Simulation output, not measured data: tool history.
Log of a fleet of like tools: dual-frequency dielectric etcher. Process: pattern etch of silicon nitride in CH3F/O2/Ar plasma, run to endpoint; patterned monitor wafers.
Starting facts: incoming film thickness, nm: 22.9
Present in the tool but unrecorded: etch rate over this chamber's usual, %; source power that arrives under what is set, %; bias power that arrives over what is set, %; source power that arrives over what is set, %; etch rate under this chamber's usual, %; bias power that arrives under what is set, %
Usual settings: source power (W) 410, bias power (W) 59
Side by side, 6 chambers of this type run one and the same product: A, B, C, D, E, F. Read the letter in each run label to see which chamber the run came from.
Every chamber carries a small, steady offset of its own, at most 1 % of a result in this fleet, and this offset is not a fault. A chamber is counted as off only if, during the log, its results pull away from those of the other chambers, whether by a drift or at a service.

run,day,source power (W),bias power (W),hours since the last wet clean,hours since the last source power generator calibration,hours since the last bias power generator calibration,endpoint time (s)
1B,0.429,410,59,29.8,3971.1,725.4,34.707
2D,0.850,410,59,595.2,2389.1,4071.4,34.703
# day 1.262: chamber E: wet clean of the chamber
3C,1.496,410,59,177.1,2441.0,3639.0,35.322
4F,1.783,410,59,207.3,454.5,1612.7,34.921
5A,2.321,410,59,115.3,1867.6,2123.0,35.545
# day 2.771: chamber F: bias power generator calibrated
6E,2.833,410,59,37.7,2661.1,1634.9,34.754
# day 3.012: chamber D: wet clean of the chamber
7D,3.142,470,51,3.2,2444.1,4126.4,33.883
8F,3.454,470,51,247.4,494.6,16.5,34.939
9E,3.862,470,51,62.4,2685.8,1659.6,34.318
10A,4.158,470,51,159.4,1911.7,2167.1,35.328
11C,4.708,470,51,254.2,2518.1,3716.1,35.168
12B,5.117,470,51,142.3,4083.6,837.9,34.530
# day 5.325: chamber B: source power generator calibrated
13A,5.600,360,59,194.0,1946.3,2201.7,37.600
14D,6.208,360,59,76.8,2517.7,4200.0,36.851
15E,6.833,360,59,133.7,2757.1,1730.9,36.515
16F,7.208,360,59,337.5,584.7,106.6,36.400
# day 7.638: chamber A: bias power generator calibrated
17B,7.788,360,59,206.4,59.1,902.0,36.841
# day 7.900: chamber F: wet clean of the chamber
18C,8.275,360,59,339.8,2603.7,3801.7,37.379
19E,8.625,410,59,176.7,2800.1,1773.9,34.727
20D,9.225,410,59,149.2,2590.1,4272.4,34.958
21A,9.688,410,59,292.1,2044.4,49.3,35.575
22C,10.238,410,59,386.9,2650.8,3848.8,35.326
23B,10.650,410,59,275.1,127.8,970.7,35.101
24F,11.196,410,59,79.2,680.4,202.3,34.539
25F,11.825,410,59,94.3,695.5,217.4,34.789
26E,12.229,410,59,263.2,2886.6,1860.4,34.779
27B,12.617,410,59,322.3,175.0,1017.9,35.444
# day 13.054: chamber C: wet clean of the chamber
28C,13.146,410,59,2.2,2720.6,3918.6,35.148
29D,13.512,410,59,252.1,2693.0,4375.3,35.314
30A,14.000,410,59,395.6,2147.9,152.8,35.968
31F,14.542,410,59,159.5,760.7,282.6,34.709
32E,14.850,410,59,326.1,2949.5,1923.3,35.105
# day 14.900: chamber B: wet clean of the chamber
33A,15.221,410,59,424.9,2177.2,182.1,35.255
34B,15.771,510,64,20.9,250.7,1093.6,31.045
35D,16.067,510,64,313.4,2754.3,4436.6,30.944
36C,16.675,510,64,86.9,2805.3,4003.3,31.793
37B,17.025,510,64,51.0,280.8,1123.7,31.604

The same settings go to every chamber for the next run, one line per chamber below. Forecast the results for each:
38A,17.488,410,46,,,,?
38B,17.488,410,46,,,,?
38C,17.488,410,46,,,,?
38D,17.488,410,46,,,,?
38E,17.488,410,46,,,,?
38F,17.488,410,46,,,,?

run,endpoint time (s)
38A,38.625
38B,37.616
38C,37.918
38D,37.570
38E,38.244
38F,37.471

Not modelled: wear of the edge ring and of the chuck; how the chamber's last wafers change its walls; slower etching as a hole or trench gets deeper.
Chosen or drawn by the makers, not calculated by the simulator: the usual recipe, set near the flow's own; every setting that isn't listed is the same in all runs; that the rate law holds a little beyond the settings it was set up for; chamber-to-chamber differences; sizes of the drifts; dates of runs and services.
